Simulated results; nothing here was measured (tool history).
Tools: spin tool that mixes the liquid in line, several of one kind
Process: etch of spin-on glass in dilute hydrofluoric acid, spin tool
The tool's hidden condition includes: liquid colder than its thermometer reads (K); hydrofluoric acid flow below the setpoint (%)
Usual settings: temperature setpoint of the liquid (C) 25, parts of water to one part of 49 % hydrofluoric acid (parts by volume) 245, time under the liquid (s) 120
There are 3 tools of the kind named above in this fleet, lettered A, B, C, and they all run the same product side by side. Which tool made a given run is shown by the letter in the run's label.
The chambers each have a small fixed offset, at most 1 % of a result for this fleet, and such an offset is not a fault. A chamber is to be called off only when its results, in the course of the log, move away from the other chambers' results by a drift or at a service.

run,day,temperature setpoint of the liquid (C),parts of water to one part of 49 % hydrofluoric acid (parts by volume),time under the liquid (s),hours since the thermometer was replaced,hours since the hydrofluoric acid flow meter was replaced,"read-back film thickness of the spin-on glass reference wafer, read on the same gauge (nm)",thickness taken off the spin-on glass on a monitor wafer (angstrom)
1B,0.154,25,245,120,997.9,116.3,100.02,163.18
2C,0.308,25,245,120,831.9,923.4,99.993,163.44
3A,0.504,25,245,120,1161.2,752.1,100.01,165.61
4A,0.671,25,245,120,1165.2,756.1,100,166.09
5C,0.8,28,245,175,843.7,935.2,99.994,261.97
6B,0.967,28,245,175,1017.4,135.8,100,263.25
# day 1.054: chamber B: thermometer replaced
7C,1.167,28,245,175,852.5,944,100,263.4
8A,1.312,27.5,245,180,1180.6,771.5,99.998,263.98
9B,1.425,27.5,245,180,9,146.8,100.01,270.9
10B,1.633,27.5,245,180,14,151.8,100,268.84
11A,1.846,25,245,120,1193.4,784.3,99.991,161.95
12C,1.967,25,245,120,871.7,963.2,100,164.05
13B,2.092,25,245,120,25,162.8,99.995,162.73
14A,2.25,29,245,120,1203.1,794,99.991,181.96
15C,2.421,29,245,120,882.6,974.1,99.987,187.94
16B,2.571,29,245,120,36.5,174.3,99.988,190.49
17C,2.696,25,245,120,889.2,980.7,100.01,161.47
18A,2.825,25,245,120,1216.9,807.8,99.988,159.16
19C,2.967,25,290,120,895.7,987.2,100.01,133.91
20B,3.121,25,290,120,49.7,187.5,100.01,129.43
21A,3.279,25,290,120,1227.8,818.7,99.99,125.46
22A,3.467,25,245,120,1232.3,823.2,100.02,157.27
23C,3.625,25,245,120,911.5,1003,99.991,163.36
24B,3.825,25,205,85,66.6,204.4,100,144.4
25B,3.992,25,205,85,70.6,208.4,100,143.82
26C,4.146,25,205,85,924,1015.5,99.992,142.54
27A,4.317,25,245,120,1252.7,843.6,100.01,153.92
28A,4.529,25,245,120,1257.8,848.7,99.998,154.06
29C,4.708,25,135,85,937.5,1029,99.991,239.42
30B,4.862,25,135,85,91.5,229.3,99.997,237.88

Decide between three cases: one chamber stands off from its peers, the gauge reading all wafers drifts, or nothing is wrong past each chamber's small offset. Where a chamber is off, say which and what most likely put it there.

Chamber A drifts away from the others.
Cause: hydrofluoric acid flow below the setpoint (%) = 6.03.
The log may not separate it from: liquid colder than its thermometer reads (K).

Chamber A could run next with any of the 4 candidate recipes listed below; each alters the usual settings, and their results appear as question marks. Which one brings its results back in line with what the other chambers deliver on the usual settings?
In-line tolerance around the mean of the other chambers on the usual settings: thickness taken off the spin-on glass on a monitor wafer (angstrom) 4.5
31A-1,5.021,25,240,120,,,,?
31A-2,5.021,25,230,120,,,,?
31A-3,5.021,25,250,120,,,,?
31A-4,5.021,25,250,115,,,,?

On the usual settings, the other chambers give on average: thickness taken off the spin-on glass on a monitor wafer (angstrom) 163.36
run,thickness taken off the spin-on glass on a monitor wafer (angstrom)
31A-1,155.75
31A-2,164.42
31A-3,147.81
31A-4,141.65
With 31A-2, the chamber falls back in line with the rest.
